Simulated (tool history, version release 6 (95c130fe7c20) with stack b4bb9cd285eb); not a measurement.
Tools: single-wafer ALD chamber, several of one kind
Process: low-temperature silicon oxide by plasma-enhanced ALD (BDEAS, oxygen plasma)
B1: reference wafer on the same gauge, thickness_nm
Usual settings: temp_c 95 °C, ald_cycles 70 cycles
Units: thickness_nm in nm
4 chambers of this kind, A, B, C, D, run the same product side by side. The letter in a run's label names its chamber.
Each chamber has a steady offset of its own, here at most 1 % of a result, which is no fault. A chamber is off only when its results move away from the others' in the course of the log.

{"run": "1A", "hour": 12.8, "temp_c": 95, "ald_cycles": 70, "B1": 8.5984, "thickness_nm": 10.283}
{"hour": 20.2, "done": "chamber C: thermocouple changed; heater temperature recalibrated"}
{"run": "2D", "hour": 20.5, "temp_c": 95, "ald_cycles": 70, "B1": 8.6028, "thickness_nm": 10.176}
{"run": "3C", "hour": 28.9, "temp_c": 95, "ald_cycles": 70, "B1": 8.5935, "thickness_nm": 10.231}
{"run": "4B", "hour": 42.6, "temp_c": 95, "ald_cycles": 70, "B1": 8.5886, "thickness_nm": 10.234}
{"run": "5C", "hour": 57.2, "temp_c": 100, "ald_cycles": 83, "B1": 8.6045, "thickness_nm": 11.831}
{"run": "6D", "hour": 65.4, "temp_c": 100, "ald_cycles": 83, "B1": 8.6058, "thickness_nm": 11.881}
{"run": "7A", "hour": 79.4, "temp_c": 100, "ald_cycles": 83, "B1": 8.6011, "thickness_nm": 12.002}
{"run": "8B", "hour": 89.9, "temp_c": 100, "ald_cycles": 83, "B1": 8.6046, "thickness_nm": 11.962}
{"run": "9C", "hour": 98.4, "temp_c": 95, "ald_cycles": 70, "B1": 8.6017, "thickness_nm": 10.216}
{"run": "10A", "hour": 106.0, "temp_c": 95, "ald_cycles": 70, "B1": 8.607, "thickness_nm": 10.21}
{"run": "11D", "hour": 117.6, "temp_c": 108, "ald_cycles": 82, "B1": 8.5938, "thickness_nm": 11.574}
{"run": "12B", "hour": 131.2, "temp_c": 108, "ald_cycles": 82, "B1": 8.6026, "thickness_nm": 11.639}
{"run": "13D", "hour": 140.3, "temp_c": 108, "ald_cycles": 82, "B1": 8.587, "thickness_nm": 11.668}
{"run": "14B", "hour": 150.4, "temp_c": 108, "ald_cycles": 82, "B1": 8.6185, "thickness_nm": 11.632}
{"run": "15A", "hour": 158.7, "temp_c": 95, "ald_cycles": 70, "B1": 8.5873, "thickness_nm": 10.17}
{"run": "16C", "hour": 171.1, "temp_c": 95, "ald_cycles": 70, "B1": 8.6018, "thickness_nm": 10.124}
{"run": "17C", "hour": 181.8, "temp_c": 95, "ald_cycles": 70, "B1": 8.6022, "thickness_nm": 10.104}
{"run": "18D", "hour": 192.7, "temp_c": 95, "ald_cycles": 70, "B1": 8.5945, "thickness_nm": 10.227}
{"run": "19B", "hour": 203.9, "temp_c": 104, "ald_cycles": 70, "B1": 8.5882, "thickness_nm": 10.01}
{"run": "20A", "hour": 216.0, "temp_c": 104, "ald_cycles": 70, "B1": 8.5956, "thickness_nm": 9.9517}
{"run": "21C", "hour": 229.4, "temp_c": 104, "ald_cycles": 70, "B1": 8.5994, "thickness_nm": 9.9738}
{"run": "22D", "hour": 238.6, "temp_c": 104, "ald_cycles": 70, "B1": 8.6055, "thickness_nm": 10.048}
{"run": "23B", "hour": 251.5, "temp_c": 95, "ald_cycles": 70, "B1": 8.6017, "thickness_nm": 10.27}
{"run": "24A", "hour": 265.3, "temp_c": 95, "ald_cycles": 70, "B1": 8.5951, "thickness_nm": 10.219}
{"run": "25A", "hour": 278.8, "temp_c": 95, "ald_cycles": 70, "B1": 8.6022, "thickness_nm": 10.069}
{"run": "26D", "hour": 292.3, "temp_c": 95, "ald_cycles": 70, "B1": 8.606, "thickness_nm": 10.179}
{"run": "27C", "hour": 306.5, "temp_c": 95, "ald_cycles": 70, "B1": 8.6035, "thickness_nm": 10.157}
{"run": "28B", "hour": 320.6, "temp_c": 95, "ald_cycles": 70, "B1": 8.5903, "thickness_nm": 10.272}
{"run": "29B", "hour": 328.9, "temp_c": 95, "ald_cycles": 70, "B1": 8.5987, "thickness_nm": 10.391}

Is one chamber off against the others, does the gauge drift, or is nothing wrong? If a chamber is off, say which, and what the likeliest cause is.

No chamber stands off beyond its own small offset, and the gauge holds steady.
